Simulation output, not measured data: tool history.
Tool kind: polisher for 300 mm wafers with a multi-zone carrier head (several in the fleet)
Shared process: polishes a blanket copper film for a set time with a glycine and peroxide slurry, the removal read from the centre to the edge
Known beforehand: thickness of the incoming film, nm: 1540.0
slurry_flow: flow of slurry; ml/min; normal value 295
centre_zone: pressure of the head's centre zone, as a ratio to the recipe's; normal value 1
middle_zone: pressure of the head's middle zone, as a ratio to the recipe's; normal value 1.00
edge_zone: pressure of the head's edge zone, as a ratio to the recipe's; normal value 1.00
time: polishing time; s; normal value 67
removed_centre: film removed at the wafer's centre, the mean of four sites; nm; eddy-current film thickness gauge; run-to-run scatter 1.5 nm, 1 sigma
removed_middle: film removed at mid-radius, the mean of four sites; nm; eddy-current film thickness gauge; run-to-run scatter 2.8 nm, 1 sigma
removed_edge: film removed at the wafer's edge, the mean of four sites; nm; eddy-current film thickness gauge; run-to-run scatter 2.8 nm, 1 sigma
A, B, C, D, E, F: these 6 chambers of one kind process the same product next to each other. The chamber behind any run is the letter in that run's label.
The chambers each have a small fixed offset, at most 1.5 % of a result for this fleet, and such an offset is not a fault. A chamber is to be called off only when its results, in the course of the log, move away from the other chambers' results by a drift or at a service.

| run | hour | slurry_flow | centre_zone | middle_zone | edge_zone | time | wafers polished on this pad | hours since the slurry nozzle was cleaned | hours since the centre zone pressure was calibrated | hours since the edge zone pressure was calibrated | removed_centre | removed_middle | removed_edge |
|---|---|---|---|---|---|---|---|---|---|---|---|---|---|
| 1B | 4.4 | 295 | 1 | 1.00 | 1.00 | 67 | 56 | 177.2 | 974.3 | 1226.0 | 241.16 | 239.85 | 237.88 |
|  | 6.8 | chamber D: worn pad replaced by a new one |
| 2D | 8.3 | 295 | 1 | 1.00 | 1.00 | 67 | 10 | 377.5 | 95.8 | 456.6 | 239.80 | 236.03 | 237.04 |
| 3C | 11.8 | 295 | 1 | 1.00 | 1.00 | 67 | 1121 | 376.4 | 993.0 | 620.6 | 239.29 | 239.50 | 236.04 |
| 4F | 14.9 | 295 | 1 | 1.00 | 1.00 | 67 | 782 | 214.7 | 1242.2 | 704.2 | 239.09 | 239.45 | 239.28 |
| 5A | 18.0 | 295 | 1 | 1.00 | 1.00 | 67 | 682 | 492.8 | 142.8 | 80.5 | 240.54 | 236.69 | 239.34 |
|  | 21.6 | chamber F: centre zone pressure recalibrated |
| 6E | 23.7 | 375 | 1 | 0.93 | 1.00 | 67 | 262 | 113.1 | 367.8 | 759.4 | 244.60 | 232.29 | 245.53 |
| 7D | 29.7 | 375 | 1 | 0.93 | 1.00 | 67 | 161 | 398.9 | 117.2 | 478.0 | 243.67 | 225.26 | 245.33 |
| 8B | 33.9 | 375 | 1 | 0.93 | 1.00 | 67 | 264 | 206.7 | 1003.8 | 1255.5 | 247.21 | 227.84 | 241.86 |
| 9F | 36.9 | 375 | 1 | 0.93 | 1.00 | 67 | 937 | 236.7 | 15.3 | 726.2 | 245.37 | 228.26 | 246.12 |
|  | 39.4 | chamber C: worn pad replaced by a new one |
| 10A | 41.8 | 375 | 1 | 0.93 | 1.00 | 67 | 850 | 516.6 | 166.6 | 104.3 | 244.22 | 225.93 | 246.05 |
| 11E | 44.8 | 375 | 1 | 0.93 | 1.00 | 67 | 410 | 134.2 | 388.9 | 780.5 | 246.73 | 227.63 | 243.46 |
| 12C | 49.0 | 295 | 1 | 1.00 | 1.00 | 67 | 67 | 413.6 | 1030.2 | 657.8 | 239.68 | 243.14 | 239.36 |
|  | 52.4 | chamber A: worn pad replaced by a new one |
| 13D | 54.8 | 295 | 1 | 1.00 | 1.00 | 67 | 338 | 424.0 | 142.3 | 503.1 | 237.63 | 237.09 | 241.14 |
| 14C | 58.0 | 295 | 1 | 1.00 | 0.95 | 53 | 131 | 422.6 | 1039.2 | 666.8 | 188.96 | 190.44 | 181.09 |
|  | 62.3 | chamber D: slurry nozzle cleaned |
| 15A | 63.8 | 295 | 1 | 1.00 | 0.95 | 53 | 81 | 538.6 | 188.6 | 126.3 | 189.33 | 188.04 | 183.22 |
| 16F | 67.7 | 295 | 1 | 1.00 | 0.95 | 53 | 1154 | 267.5 | 46.1 | 757.0 | 189.74 | 189.90 | 186.44 |
|  | 70.1 | chamber E: worn pad replaced by a new one |
| 17E | 72.5 | 295 | 1 | 1.00 | 0.95 | 53 | 17 | 161.9 | 416.6 | 808.2 | 191.66 | 187.91 | 183.81 |
|  | 76.3 | chamber D: worn pad replaced by a new one |
| 18B | 76.6 | 295 | 1 | 1.00 | 0.95 | 53 | 566 | 249.4 | 1046.5 | 1298.2 | 192.19 | 189.25 | 187.61 |
| 19A | 79.7 | 295 | 1 | 1.00 | 0.95 | 53 | 193 | 554.5 | 204.5 | 142.2 | 188.72 | 193.83 | 183.33 |
| 20D | 83.7 | 295 | 1 | 1.00 | 1.00 | 67 | 52 | 21.5 | 171.2 | 532.0 | 239.56 | 240.11 | 237.55 |
| 21C | 89.1 | 295 | 1 | 1.00 | 1.00 | 67 | 350 | 453.7 | 1070.3 | 697.9 | 238.68 | 239.51 | 238.99 |
| 22E | 94.7 | 295 | 1 | 1.00 | 1.00 | 67 | 174 | 184.1 | 438.8 | 830.4 | 242.17 | 234.72 | 239.93 |
|  | 98.4 | chamber D: edge zone pressure recalibrated |
| 23B | 99.1 | 295 | 1 | 1.00 | 1.00 | 67 | 724 | 271.9 | 1069.0 | 1320.7 | 243.93 | 237.44 | 235.37 |
|  | 101.4 | chamber F: worn pad replaced by a new one |
| 24F | 103.5 | 295 | 1 | 1.00 | 1.00 | 67 | 15 | 303.3 | 81.9 | 792.8 | 239.74 | 232.99 | 234.22 |
|  | 103.8 | chamber B: worn pad replaced by a new one |
| 25C | 108.3 | 295 | 1 | 1.00 | 1.00 | 67 | 485 | 472.9 | 1089.5 | 717.1 | 238.66 | 241.37 | 231.01 |
| 26F | 113.4 | 295 | 1 | 1.00 | 1.00 | 67 | 85 | 313.2 | 91.8 | 802.7 | 235.23 | 234.36 | 238.57 |
| 27B | 119.3 | 295 | 1 | 1.00 | 1.00 | 67 | 109 | 292.1 | 1089.2 | 1340.9 | 243.78 | 241.46 | 231.69 |
| 28D | 125.3 | 295 | 1 | 1.00 | 1.00 | 67 | 345 | 63.1 | 212.8 | 26.9 | 240.26 | 236.79 | 240.61 |
|  | 127.3 | chamber B: centre zone pressure recalibrated |
| 29A | 130.7 | 295 | 1 | 1.00 | 1.00 | 67 | 552 | 605.5 | 255.5 | 193.2 | 241.24 | 239.86 | 243.50 |
| 30E | 136.7 | 295 | 1 | 1.00 | 1.00 | 67 | 470 | 226.1 | 480.8 | 872.4 | 241.68 | 237.30 | 238.76 |
| 31C | 141.1 | 295 | 1 | 1.00 | 1.00 | 67 | 717 | 505.7 | 1122.3 | 749.9 | 238.73 | 240.24 | 230.31 |
| 32B | 144.9 | 295 | 1 | 1.00 | 1.00 | 67 | 290 | 317.7 | 17.6 | 1366.5 | 242.07 | 234.98 | 240.21 |
|  | 146.5 | chamber D: worn pad replaced by a new one |
|  | 149.3 | chamber E: worn pad replaced by a new one |
| 33A | 149.9 | 295 | 1 | 1.00 | 1.00 | 67 | 688 | 624.7 | 274.7 | 212.4 | 239.80 | 241.33 | 239.62 |
|  | 150.9 | chamber B: slurry nozzle cleaned |
| 34D | 155.1 | 295 | 1 | 1.00 | 0.95 | 67 | 61 | 92.9 | 242.6 | 56.7 | 238.49 | 235.26 | 233.36 |
|  | 158.3 | chamber E: edge zone pressure recalibrated |
| 35F | 159.8 | 295 | 1 | 1.00 | 0.95 | 67 | 412 | 359.6 | 138.2 | 849.1 | 230.02 | 227.75 | 227.50 |
| 36E | 165.0 | 295 | 1 | 1.00 | 0.95 | 67 | 110 | 254.4 | 509.1 | 6.8 | 242.00 | 245.45 | 231.37 |
| 37E | 170.6 | 295 | 1 | 1.00 | 0.95 | 67 | 150 | 260.0 | 514.7 | 12.4 | 241.22 | 241.76 | 236.65 |
| 38D | 175.2 | 295 | 1 | 1.00 | 0.95 | 67 | 202 | 113.0 | 262.7 | 76.8 | 238.40 | 235.62 | 233.77 |
| 39A | 180.1 | 295 | 1 | 1.00 | 0.95 | 67 | 901 | 654.9 | 304.9 | 242.6 | 242.38 | 236.85 | 229.74 |
| 40F | 186.4 | 295 | 1 | 1.00 | 1.00 | 67 | 599 | 386.2 | 164.8 | 875.7 | 229.26 | 229.34 | 230.45 |
|  | 191.5 | chamber B: worn pad replaced by a new one |
| 41B | 192.0 | 295 | 1 | 1.00 | 1.00 | 67 | 3 | 41.2 | 64.7 | 1413.6 | 242.49 | 241.30 | 240.23 |
| 42C | 197.4 | 295 | 1 | 1.00 | 1.00 | 67 | 1114 | 562.0 | 1178.6 | 806.2 | 237.88 | 238.83 | 236.82 |

Which is it: a chamber that has drifted or been left off by a service, a gauge drift common to all chambers, or only each chamber's usual small offset? If a chamber is off, name it and its likeliest cause.

Chamber F drifts away from the others.
What lies behind it: slurry flow missing at the pad, % = 29.8.

Here are 4 candidates for chamber F's next run, each the usual settings with a change, their results left as question marks. Which one brings its results back in line with what the others give on the usual settings?
A result is in line if it is within this distance of the other chambers' mean on the usual settings: removed_centre 5.30 nm; removed_middle 9.70 nm; removed_edge 9.70 nm
| 43F-1 | 201.8 | 295 | 1.00 | 1.00 | 1.00 | 66 |  |  |  |  | ? | ? | ? |
| 43F-2 | 201.8 | 300 | 1.01 | 1.01 | 0.99 | 69 |  |  |  |  | ? | ? | ? |
| 43F-3 | 201.8 | 295 | 1.00 | 1.00 | 1.00 | 68 |  |  |  |  | ? | ? | ? |
| 43F-4 | 201.8 | 290 | 0.99 | 0.99 | 1.01 | 65 |  |  |  |  | ? | ? | ? |

The other chambers' mean on the usual settings: removed_centre 240.07 nm; removed_middle 239.06 nm; removed_edge 238.95 nm
| run | removed_centre | removed_middle | removed_edge |
|---|---|---|---|
| 43F-1 | 224.89 | 226.99 | 229.60 |
| 43F-2 | 238.30 | 240.01 | 239.18 |
| 43F-3 | 231.71 | 233.87 | 236.56 |
| 43F-4 | 218.48 | 220.99 | 226.91 |
43F-2 brings the chamber back in line.
